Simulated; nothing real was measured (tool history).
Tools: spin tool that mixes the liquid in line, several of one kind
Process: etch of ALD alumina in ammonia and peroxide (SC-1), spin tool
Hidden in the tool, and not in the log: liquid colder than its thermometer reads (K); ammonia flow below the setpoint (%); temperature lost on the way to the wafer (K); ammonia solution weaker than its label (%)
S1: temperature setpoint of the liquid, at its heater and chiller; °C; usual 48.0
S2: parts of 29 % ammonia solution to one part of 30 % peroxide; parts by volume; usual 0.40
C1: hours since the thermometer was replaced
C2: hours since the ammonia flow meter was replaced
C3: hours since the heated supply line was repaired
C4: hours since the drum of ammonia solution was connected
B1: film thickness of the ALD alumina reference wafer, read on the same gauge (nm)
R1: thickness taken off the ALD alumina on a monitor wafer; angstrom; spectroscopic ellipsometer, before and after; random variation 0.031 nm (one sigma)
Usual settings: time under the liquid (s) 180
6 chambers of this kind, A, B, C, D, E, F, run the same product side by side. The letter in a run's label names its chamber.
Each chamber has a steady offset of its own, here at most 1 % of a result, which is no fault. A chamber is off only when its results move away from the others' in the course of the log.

run 1B hour=3.3 | S1=48.0 S2=0.40 time_under_the_liquid_(s)=180 | C1=1414.2 C2=1713.9 C3=741.1 C4=53.0 | B1=129.99 | R1=70.691
run 2A hour=7.2 | S1=48.0 S2=0.40 time_under_the_liquid_(s)=180 | C1=546.6 C2=361.5 C3=619.7 C4=14.7 | B1=130.03 | R1=70.618
run 3E hour=9.7 | S1=48.0 S2=0.40 time_under_the_liquid_(s)=180 | C1=741.0 C2=310.5 C3=1592.5 C4=214.7 | B1=129.98 | R1=71.076
-- hour=10.1 chamber B: ammonia flow meter replaced
run 4D hour=13.9 | S1=48.0 S2=0.40 time_under_the_liquid_(s)=180 | C1=740.4 C2=1061.3 C3=4016.8 C4=452.0 | B1=129.99 | R1=71.092
run 5C hour=17.6 | S1=48.0 S2=0.40 time_under_the_liquid_(s)=180 | C1=407.3 C2=793.8 C3=1509.9 C4=592.5 | B1=129.99 | R1=71.098
run 6F hour=22.6 | S1=48.0 S2=0.40 time_under_the_liquid_(s)=180 | C1=850.5 C2=37.3 C3=936.0 C4=162.8 | B1=129.97 | R1=71.301
run 7A hour=25.0 | S1=48.0 S2=0.50 time_under_the_liquid_(s)=180 | C1=564.4 C2=379.3 C3=637.5 C4=32.5 | B1=130.01 | R1=72.849
run 8D hour=28.4 | S1=48.0 S2=0.50 time_under_the_liquid_(s)=180 | C1=754.9 C2=1075.8 C3=4031.3 C4=466.5 | B1=129.99 | R1=71.603
run 9C hour=31.9 | S1=48.0 S2=0.50 time_under_the_liquid_(s)=180 | C1=421.6 C2=808.1 C3=1524.2 C4=606.8 | B1=129.99 | R1=72.609
run 10F hour=37.1 | S1=48.0 S2=0.50 time_under_the_liquid_(s)=180 | C1=865.0 C2=51.8 C3=950.5 C4=177.3 | B1=130.01 | R1=72.715
run 11B hour=42.3 | S1=48.0 S2=0.50 time_under_the_liquid_(s)=180 | C1=1453.2 C2=32.3 C3=780.1 C4=92.0 | B1=130.03 | R1=71.965
-- hour=45.9 chamber D: heated supply line repaired
run 12E hour=46.8 | S1=48.0 S2=0.50 time_under_the_liquid_(s)=180 | C1=778.1 C2=347.6 C3=1629.6 C4=251.8 | B1=130.00 | R1=72.819
run 13B hour=49.7 | S1=56.5 S2=0.40 time_under_the_liquid_(s)=180 | C1=1460.6 C2=39.7 C3=787.5 C4=99.4 | B1=129.96 | R1=112.060
run 14F hour=53.2 | S1=56.5 S2=0.40 time_under_the_liquid_(s)=180 | C1=881.1 C2=67.9 C3=966.6 C4=193.4 | B1=129.98 | R1=113.460
run 15A hour=58.4 | S1=56.5 S2=0.40 time_under_the_liquid_(s)=180 | C1=597.8 C2=412.7 C3=670.9 C4=65.9 | B1=130.01 | R1=110.730
run 16D hour=63.4 | S1=56.5 S2=0.40 time_under_the_liquid_(s)=180 | C1=789.9 C2=1110.8 C3=17.5 C4=501.5 | B1=130.00 | R1=112.760
run 17C hour=67.4 | S1=56.5 S2=0.40 time_under_the_liquid_(s)=180 | C1=457.1 C2=843.6 C3=1559.7 C4=642.3 | B1=129.96 | R1=113.390
run 18E hour=70.7 | S1=56.5 S2=0.40 time_under_the_liquid_(s)=180 | C1=802.0 C2=371.5 C3=1653.5 C4=275.7 | B1=129.98 | R1=110.880
run 19D hour=73.2 | S1=48.0 S2=0.25 time_under_the_liquid_(s)=135 | C1=799.7 C2=1120.6 C3=27.3 C4=511.3 | B1=130.01 | R1=50.934
-- hour=75.4 chamber D: thermometer replaced
run 20B hour=76.0 | S1=48.0 S2=0.25 time_under_the_liquid_(s)=135 | C1=1486.9 C2=66.0 C3=813.8 C4=125.7 | B1=129.99 | R1=50.720
run 21F hour=80.6 | S1=48.0 S2=0.25 time_under_the_liquid_(s)=135 | C1=908.5 C2=95.3 C3=994.0 C4=220.8 | B1=129.99 | R1=51.347
run 22A hour=84.4 | S1=48.0 S2=0.25 time_under_the_liquid_(s)=135 | C1=623.8 C2=438.7 C3=696.9 C4=91.9 | B1=130.02 | R1=50.696
run 23E hour=88.1 | S1=48.0 S2=0.25 time_under_the_liquid_(s)=135 | C1=819.4 C2=388.9 C3=1670.9 C4=293.1 | B1=130.01 | R1=49.889
run 24C hour=91.7 | S1=48.0 S2=0.25 time_under_the_liquid_(s)=135 | C1=481.4 C2=867.9 C3=1584.0 C4=666.6 | B1=130.01 | R1=51.318
run 25B hour=94.8 | S1=48.0 S2=0.40 time_under_the_liquid_(s)=180 | C1=1505.7 C2=84.8 C3=832.6 C4=144.5 | B1=130.00 | R1=71.352
run 26C hour=98.8 | S1=48.0 S2=0.40 time_under_the_liquid_(s)=180 | C1=488.5 C2=875.0 C3=1591.1 C4=673.7 | B1=130.01 | R1=71.199
run 27D hour=104.0 | S1=48.0 S2=0.40 time_under_the_liquid_(s)=180 | C1=28.6 C2=1151.4 C3=58.1 C4=542.1 | B1=130.01 | R1=71.246
run 28F hour=109.3 | S1=44.0 S2=0.40 time_under_the_liquid_(s)=220 | C1=937.2 C2=124.0 C3=1022.7 C4=249.5 | B1=129.99 | R1=69.578
run 29A hour=114.4 | S1=44.0 S2=0.40 time_under_the_liquid_(s)=220 | C1=653.8 C2=468.7 C3=726.9 C4=121.9 | B1=129.97 | R1=69.370
run 30E hour=119.4 | S1=44.0 S2=0.40 time_under_the_liquid_(s)=220 | C1=850.7 C2=420.2 C3=1702.2 C4=324.4 | B1=130.02 | R1=66.005
run 31A hour=123.7 | S1=44.0 S2=0.40 time_under_the_liquid_(s)=220 | C1=663.1 C2=478.0 C3=736.2 C4=131.2 | B1=130.02 | R1=68.953
run 32D hour=127.5 | S1=44.0 S2=0.40 time_under_the_liquid_(s)=220 | C1=52.1 C2=1174.9 C3=81.6 C4=565.6 | B1=130.01 | R1=69.190
run 33B hour=130.4 | S1=44.0 S2=0.40 time_under_the_liquid_(s)=220 | C1=1541.3 C2=120.4 C3=868.2 C4=180.1 | B1=130.01 | R1=69.414
run 34F hour=133.4 | S1=48.0 S2=0.40 time_under_the_liquid_(s)=180 | C1=961.3 C2=148.1 C3=1046.8 C4=273.6 | B1=129.99 | R1=71.742
run 35E hour=136.6 | S1=48.0 S2=0.40 time_under_the_liquid_(s)=180 | C1=867.9 C2=437.4 C3=1719.4 C4=341.6 | B1=129.99 | R1=67.397
run 36C hour=141.4 | S1=48.0 S2=0.40 time_under_the_liquid_(s)=180 | C1=531.1 C2=917.6 C3=1633.7 C4=716.3 | B1=130.00 | R1=71.277

Next, every chamber runs the same settings. What will each give?
run 37A hour=145.2 | S1=48.0 S2=0.40 time_under_the_liquid_(s)=180 | R1=?
run 37B hour=145.2 | S1=48.0 S2=0.40 time_under_the_liquid_(s)=180 | R1=?
run 37C hour=145.2 | S1=48.0 S2=0.40 time_under_the_liquid_(s)=180 | R1=?
run 37D hour=145.2 | S1=48.0 S2=0.40 time_under_the_liquid_(s)=180 | R1=?
run 37E hour=145.2 | S1=48.0 S2=0.40 time_under_the_liquid_(s)=180 | R1=?
run 37F hour=145.2 | S1=48.0 S2=0.40 time_under_the_liquid_(s)=180 | R1=?

run=37A R1=71.108
run=37B R1=70.369
run=37C R1=71.064
run=37D R1=70.726
run=37E R1=66.796
run=37F R1=71.285

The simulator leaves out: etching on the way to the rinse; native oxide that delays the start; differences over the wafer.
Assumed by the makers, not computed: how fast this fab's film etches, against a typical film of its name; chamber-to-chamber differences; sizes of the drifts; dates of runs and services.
